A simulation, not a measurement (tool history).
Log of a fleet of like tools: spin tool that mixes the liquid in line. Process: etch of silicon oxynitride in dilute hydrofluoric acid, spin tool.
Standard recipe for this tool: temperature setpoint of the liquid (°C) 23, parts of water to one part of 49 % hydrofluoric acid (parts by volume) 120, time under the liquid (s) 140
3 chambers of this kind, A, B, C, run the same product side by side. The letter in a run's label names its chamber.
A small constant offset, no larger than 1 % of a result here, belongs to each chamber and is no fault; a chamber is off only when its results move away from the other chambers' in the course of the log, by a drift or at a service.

run	day	temperature setpoint of the liquid (°C)	parts of water to one part of 49 % hydrofluoric acid (parts by volume)	time under the liquid (s)	hours since the thermometer was replaced	hours since the hydrofluoric acid flow meter was replaced	read-back film thickness of the silicon oxynitride reference wafer, read on the same gauge (nm)	thickness taken off the silicon oxynitride on a monitor wafer (Å)
1A	0.321	23	120	140	61.8	1271.9	39.980	42.067
2B	0.650	23	120	140	369.2	575.9	40.019	41.825
3C	1.175	23	120	140	1244.7	549.1	39.998	42.647
4B	1.621	23	120	140	392.5	599.2	39.978	41.737
5A	1.883	23	120	140	99.3	1309.4	40.005	41.990
6C	2.354	23	120	140	1273.0	577.4	40.016	42.835
7C	2.708	23	120	140	1281.5	585.9	39.992	42.809
8B	3.233	23	120	140	431.2	637.9	40.029	42.014
# day 3.558: chamber A: hydrofluoric acid flow meter replaced
9A	3.675	23	120	140	142.3	2.9	39.999	41.824
10C	4.046	23	120	140	1313.6	618.0	39.994	42.395
11A	4.325	23	120	140	157.9	18.5	39.993	41.884
# day 4.800: chamber C: hydrofluoric acid flow meter replaced
12B	4.875	23	120	140	470.6	677.3	40.010	41.799
13A	5.254	23	120	140	180.2	40.8	39.999	41.952
14C	5.612	23	120	140	1351.2	19.6	40.010	42.691
15B	5.962	20	120	185	496.7	703.4	40.022	47.952
16A	6.483	20	120	185	209.7	70.3	39.991	48.674
17B	6.879	20	120	185	518.7	725.4	40.029	47.827
18C	7.146	23	120	140	1388.0	56.4	40.021	42.034
19A	7.454	23	120	140	233.0	93.6	39.989	41.932
20B	8.029	23	120	140	546.3	753.0	39.996	41.742
21C	8.554	23	120	140	1421.8	90.2	39.998	43.011
22C	9.033	23	120	140	1433.3	101.7	40.029	43.139
23B	9.438	23	120	140	580.1	786.8	40.030	41.847
24A	9.908	23	120	140	291.9	152.5	40.030	42.167
25C	10.171	23	120	140	1460.6	129.0	39.975	42.592
# day 10.304: chamber C: thermometer replaced
26A	10.729	23	120	140	311.6	172.2	40.004	41.749
27B	11.017	23	120	140	618.0	824.7	39.999	41.606
28B	11.412	23	120	140	627.5	834.2	40.018	42.098
29C	11.888	23	120	140	38.0	170.2	40.000	42.163
30A	12.329	23	120	140	350.0	210.6	40.005	41.362

Does one chamber stand apart from the rest, does the shared gauge drift, or is all well apart from small per-chamber offsets? Give the chamber and the most likely cause, where there is one.

Neither any chamber nor the gauge drifts; the chambers differ only by their own small, steady offsets.
